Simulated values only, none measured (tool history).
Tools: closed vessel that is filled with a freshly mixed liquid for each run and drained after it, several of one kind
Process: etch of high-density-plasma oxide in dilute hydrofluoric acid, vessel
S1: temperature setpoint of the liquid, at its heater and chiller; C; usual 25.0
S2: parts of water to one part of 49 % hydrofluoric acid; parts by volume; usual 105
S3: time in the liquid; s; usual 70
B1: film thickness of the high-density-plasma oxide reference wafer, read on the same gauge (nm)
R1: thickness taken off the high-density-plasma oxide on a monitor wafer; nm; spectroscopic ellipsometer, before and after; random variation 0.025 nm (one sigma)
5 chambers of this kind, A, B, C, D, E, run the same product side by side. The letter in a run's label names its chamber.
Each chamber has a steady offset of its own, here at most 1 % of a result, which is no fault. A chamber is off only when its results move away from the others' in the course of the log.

run	hour	S1	S2	S3	B1	R1
1A	7.9	25.0	105	70	140.01	6.8921
2D	17.2	25.0	105	70	140.01	6.9069
3C	26.7	25.0	105	70	140.02	6.8795
4E	35.2	25.0	105	70	139.97	6.9114
5B	46.3	25.0	60	50	140.02	8.9565
6B	52.2	25.0	60	50	140.01	8.9795
7A	61.7	25.0	60	50	140.01	9.1076
8E	66.8	25.0	60	50	140.01	9.2017
9C	74.8	25.0	60	50	139.99	9.0846
10D	84.8	25.0	105	70	139.98	6.8132
11C	95.6	25.0	105	70	139.98	6.8531
12B	102.0	25.0	105	70	139.97	6.7804
13A	112.4	25.0	105	70	139.97	6.8254
14D	123.3	25.0	70	70	140.02	10.8130
# hour 127.6: chamber E: hydrofluoric acid flow meter replaced
# hour 127.6: chamber B: hydrofluoric acid flow meter replaced
15E	133.9	25.0	70	70	140.01	10.8930
16C	140.3	25.0	70	70	140.01	10.8240
17E	148.2	25.0	70	70	140.02	10.9460
18D	154.7	25.0	70	70	139.98	10.7310
19B	164.9	25.0	105	70	140.02	6.8557
20A	176.6	25.0	105	70	139.98	6.8135
21E	187.6	29.5	70	70	139.99	13.0420
22C	192.8	29.5	70	70	140.00	12.8800
23A	200.0	29.5	70	70	139.97	12.8040
24D	210.9	29.5	70	70	139.99	12.8090
25B	216.9	29.5	70	70	140.00	12.6960
26A	228.2	25.0	105	70	140.02	6.8316
27E	239.4	25.0	105	70	139.98	6.9558
28C	249.1	25.0	105	70	140.00	6.9224
29B	257.9	25.0	60	70	139.95	12.5400
30D	267.7	25.0	60	70	140.03	12.6800
31A	277.5	25.0	60	70	140.01	12.7480
32D	288.2	25.0	60	70	140.01	12.7460
33C	299.7	25.0	60	70	139.99	12.7720
34E	309.2	25.0	105	70	139.98	6.9399
35B	318.9	30.0	105	70	140.01	8.3054
36D	330.0	30.0	105	70	140.02	8.3490
37E	336.5	30.0	105	70	139.97	8.4116

What goes on in this fleet: one chamber off, a drifting gauge, or nothing beyond the chambers' own small offsets? Name the chamber and the cause, if any.

No chamber stands off beyond its own small offset, and the gauge holds steady.

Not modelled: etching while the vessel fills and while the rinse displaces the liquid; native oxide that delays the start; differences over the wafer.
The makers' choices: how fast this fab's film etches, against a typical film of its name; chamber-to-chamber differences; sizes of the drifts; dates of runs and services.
